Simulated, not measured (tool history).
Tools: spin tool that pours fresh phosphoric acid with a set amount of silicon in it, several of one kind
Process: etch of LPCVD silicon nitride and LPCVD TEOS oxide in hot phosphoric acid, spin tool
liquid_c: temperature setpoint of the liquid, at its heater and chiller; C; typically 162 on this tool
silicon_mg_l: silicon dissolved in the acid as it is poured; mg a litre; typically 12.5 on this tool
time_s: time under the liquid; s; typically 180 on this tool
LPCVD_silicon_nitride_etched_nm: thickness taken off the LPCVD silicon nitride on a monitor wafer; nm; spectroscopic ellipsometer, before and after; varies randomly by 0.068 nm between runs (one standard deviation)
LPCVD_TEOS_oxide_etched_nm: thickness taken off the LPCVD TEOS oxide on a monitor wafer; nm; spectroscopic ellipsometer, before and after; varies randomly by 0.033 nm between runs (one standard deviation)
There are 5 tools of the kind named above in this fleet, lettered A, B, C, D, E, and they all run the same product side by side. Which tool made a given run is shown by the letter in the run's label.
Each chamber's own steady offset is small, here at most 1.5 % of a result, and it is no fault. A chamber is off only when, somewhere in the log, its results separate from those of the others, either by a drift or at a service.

run   hour  liquid_c  silicon_mg_l  time_s  read-back film thickness of the LPCVD silicon nitride reference wafer, read on the same gauge (nm)  read-back film thickness of the LPCVD TEOS oxide reference wafer, read on the same gauge (nm)  LPCVD_silicon_nitride_etched_nm  LPCVD_TEOS_oxide_etched_nm
 1C   12.8       162          12.5     180                                                                                              69.991                                                                                         59.979                            15.09                      1.0578
 2A   20.3       162          12.5     180                                                                                              69.983                                                                                         59.979                           15.153                      1.0487
 3E   26.7       162          12.5     180                                                                                              69.999                                                                                         59.934                           15.198                      1.1469
      32.8  -- chamber A: thermometer replaced
 4D   35.6       162          12.5     180                                                                                              69.992                                                                                         59.961                           15.209                      1.0272
 5B   41.7       162          12.5     180                                                                                              69.999                                                                                         60.034                           15.119                      1.0981
 6D   53.8       162          12.5     180                                                                                              69.994                                                                                         59.977                           15.108                      1.0591
 7E   65.8       162          12.5     180                                                                                              69.981                                                                                         59.996                            15.12                      1.0706
 8C   78.2       162          18.5     180                                                                                              70.005                                                                                         60.016                           15.182                     0.90405
 9A   88.8       162          18.5     180                                                                                              69.979                                                                                         59.957                            15.23                     0.95211
10B  101.9       162          18.5     180                                                                                              69.997                                                                                         60.009                            15.19                     0.95156
11D  114.1       162          18.5     180                                                                                              70.005                                                                                         59.999                           15.283                     0.93857
12E  127.4       162          18.5     180                                                                                              70.013                                                                                         60.019                           15.137                     0.96583
13C  139.9       162          12.5     180                                                                                              70.017                                                                                         59.992                           15.088                      1.0268
14A  147.2       162          12.5     180                                                                                              70.024                                                                                         59.982                           15.058                      1.1046
15B  153.3       162          12.5     180                                                                                              69.992                                                                                         60.003                           15.108                      1.0222
16B  165.3       162            20     240                                                                                              70.009                                                                                             60                           20.227                      1.1793
17D  175.2       162            20     240                                                                                              70.019                                                                                         60.004                            20.35                      1.1654
18E  182.1       162            20     240                                                                                               70.02                                                                                         60.003                           20.058                      1.2155
19C  190.5       162            20     240                                                                                              69.997                                                                                         59.962                           20.192                       1.217
20A  203.4       162            20     240                                                                                              70.018                                                                                         60.003                           20.116                      1.1077
21B  214.2       162          12.5     180                                                                                              70.011                                                                                         59.984                           15.106                      1.0037
22D    226       162          12.5     180                                                                                              69.995                                                                                         59.964                           15.499                      1.1143
23A    236       162          12.5     180                                                                                              69.997                                                                                         60.003                           15.033                      1.0034
24E  246.1       162          12.5     180                                                                                              69.982                                                                                         59.985                           15.101                      1.0423
25C  257.9       162          12.5     180                                                                                              69.986                                                                                         59.991                           15.095                      1.0542
26D    264       162          12.5     180                                                                                              69.983                                                                                         60.024                           15.661                      1.1455
     270.5  -- chamber B: thermometer replaced
27E    277       162          12.5     180                                                                                              69.988                                                                                         59.993                           15.204                      1.0965
28B  283.6       162          12.5     230                                                                                              69.995                                                                                          60.03                           19.283                      1.3659
29A  290.5       162          12.5     230                                                                                              69.989                                                                                         60.022                           19.231                      1.2911
30C  298.9       162          12.5     230                                                                                              69.998                                                                                         59.999                           19.184                      1.2803
31D  310.9       162          12.5     230                                                                                              69.994                                                                                         60.013                           20.479                      1.5215
     318.4  -- chamber B: dissolved silicon flow meter replaced
32E  319.9       162          12.5     230                                                                                              69.999                                                                                         60.008                           19.152                       1.394
33A  327.2       162          12.5     180                                                                                              70.003                                                                                         59.992                           15.136                      1.0793
34B  339.8       162             7     180                                                                                              70.009                                                                                         60.003                           15.155                      1.2393
35C  349.4       162             7     180                                                                                              69.973                                                                                         60.012                           15.146                      1.2075
36A  356.7       162             7     180                                                                                              69.989                                                                                         59.994                           15.123                      1.1863

All 5 chambers run these settings next. Forecast each chamber's results:
37A  366.2       162          21.5     180                                                                                                                                                                                                                                   ?                           ?
37B  366.2       162          21.5     180                                                                                                                                                                                                                                   ?                           ?
37C  366.2       162          21.5     180                                                                                                                                                                                                                                   ?                           ?
37D  366.2       162          21.5     180                                                                                                                                                                                                                                   ?                           ?
37E  366.2       162          21.5     180                                                                                                                                                                                                                                   ?                           ?

run  LPCVD_silicon_nitride_etched_nm  LPCVD_TEOS_oxide_etched_nm
37A                            15.16                     0.86279
37B                           15.195                     0.81647
37C                           15.123                     0.88801
37D                            15.95                     0.95146
37E                           15.095                      0.8666
